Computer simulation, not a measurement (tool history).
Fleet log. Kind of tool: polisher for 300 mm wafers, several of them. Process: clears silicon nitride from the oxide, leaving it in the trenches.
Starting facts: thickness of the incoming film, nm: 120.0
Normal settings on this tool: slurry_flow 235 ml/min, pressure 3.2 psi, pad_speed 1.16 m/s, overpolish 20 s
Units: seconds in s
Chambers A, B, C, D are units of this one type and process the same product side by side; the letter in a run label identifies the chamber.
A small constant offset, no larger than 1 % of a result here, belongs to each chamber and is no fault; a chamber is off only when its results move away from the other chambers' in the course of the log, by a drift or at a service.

run,hour,slurry_flow,pressure,pad_speed,overpolish,wafers polished on this pad,hours since the slurry nozzle was cleaned,hours since the head pressure was calibrated,seconds
1C,15.6,235,3.2,1.16,20,452,842.1,296.2,84.613
2A,27.4,235,3.2,1.16,20,850,140.5,155.8,82.814
# hour 31.8: chamber A: worn pad replaced by a new one
# hour 37.4: chamber B: worn pad replaced by a new one
3D,41.5,235,3.2,1.16,20,739,574.4,531.9,83.910
# hour 42.8: chamber C: worn pad replaced by a new one
4B,52.3,235,3.2,1.16,20,133,357.4,256.9,84.784
5B,62.5,235,3.2,1.16,20,224,367.6,267.1,84.406
6A,74.8,235,3.2,1.16,20,385,187.9,203.2,82.682
7C,84.4,235,3.2,1.16,20,372,910.9,365.0,82.976
8D,100.0,235,3.2,1.16,20,1262,632.9,590.4,85.607
# hour 102.7: chamber D: worn pad replaced by a new one
# hour 110.1: chamber C: worn pad replaced by a new one
9D,113.2,235,3.2,1.16,20,94,646.1,603.6,83.320
# hour 117.6: chamber C: slurry nozzle cleaned
# hour 120.5: chamber A: worn pad replaced by a new one
10A,128.1,235,3.2,1.16,20,68,241.2,256.5,85.248
11B,138.3,235,3.2,1.16,20,903,443.4,342.9,83.080
# hour 151.2: chamber C: head pressure recalibrated
12C,154.3,235,3.2,1.16,20,395,36.8,3.1,84.319
13B,170.3,235,3.2,1.16,20,1189,475.4,374.9,82.691
# hour 179.0: chamber B: worn pad replaced by a new one
14A,182.4,235,3.2,1.16,20,554,295.5,310.8,85.791
# hour 184.6: chamber C: worn pad replaced by a new one
# hour 195.7: chamber A: slurry nozzle cleaned
15D,197.6,235,3.2,1.16,20,850,730.5,688.0,83.657
# hour 199.5: chamber A: worn pad replaced by a new one
16C,209.9,235,3.2,1.16,20,227,92.4,58.7,82.318
17C,222.9,235,3.2,1.16,20,343,105.4,71.7,82.523
# hour 224.3: chamber D: worn pad replaced by a new one
18A,235.0,235,3.2,1.16,20,318,39.3,363.4,83.843
19D,247.4,235,3.2,1.16,20,207,780.3,737.8,84.935
# hour 257.0: chamber C: worn pad replaced by a new one
20B,257.2,235,3.2,1.16,20,700,562.3,461.8,81.338
21A,265.7,235,3.2,1.16,20,592,70.0,394.1,85.439
22B,280.7,235,3.2,1.16,20,911,585.8,485.3,79.335
# hour 287.0: chamber A: worn pad replaced by a new one
23D,294.3,235,3.2,1.16,20,626,827.2,784.7,83.693
# hour 305.4: chamber D: slurry nozzle cleaned
24C,306.8,235,3.2,1.16,20,446,189.3,155.6,84.906
25C,318.9,235,3.2,1.16,20,554,201.4,167.7,83.428
# hour 326.7: chamber B: worn pad replaced by a new one
26B,332.8,235,3.2,1.16,20,54,637.9,537.4,77.842
# hour 336.7: chamber B: slurry nozzle cleaned
27A,342.6,210,3.2,1.16,20,498,146.9,471.0,85.381
28D,355.4,210,3.2,1.16,20,1173,50.0,845.8,86.013
29A,370.0,210,3.2,1.16,20,743,174.3,498.4,84.816
30B,378.7,210,3.2,1.16,20,465,42.1,583.3,77.801

Next, all 4 chambers run the settings below, one line each with question marks for the results. What does each chamber give?
31A,390.4,235,3.2,1.16,20,,,,?
31B,390.4,235,3.2,1.16,20,,,,?
31C,390.4,235,3.2,1.16,20,,,,?
31D,390.4,235,3.2,1.16,20,,,,?

run,seconds
31A,84.269
31B,77.226
31C,84.362
31D,84.174
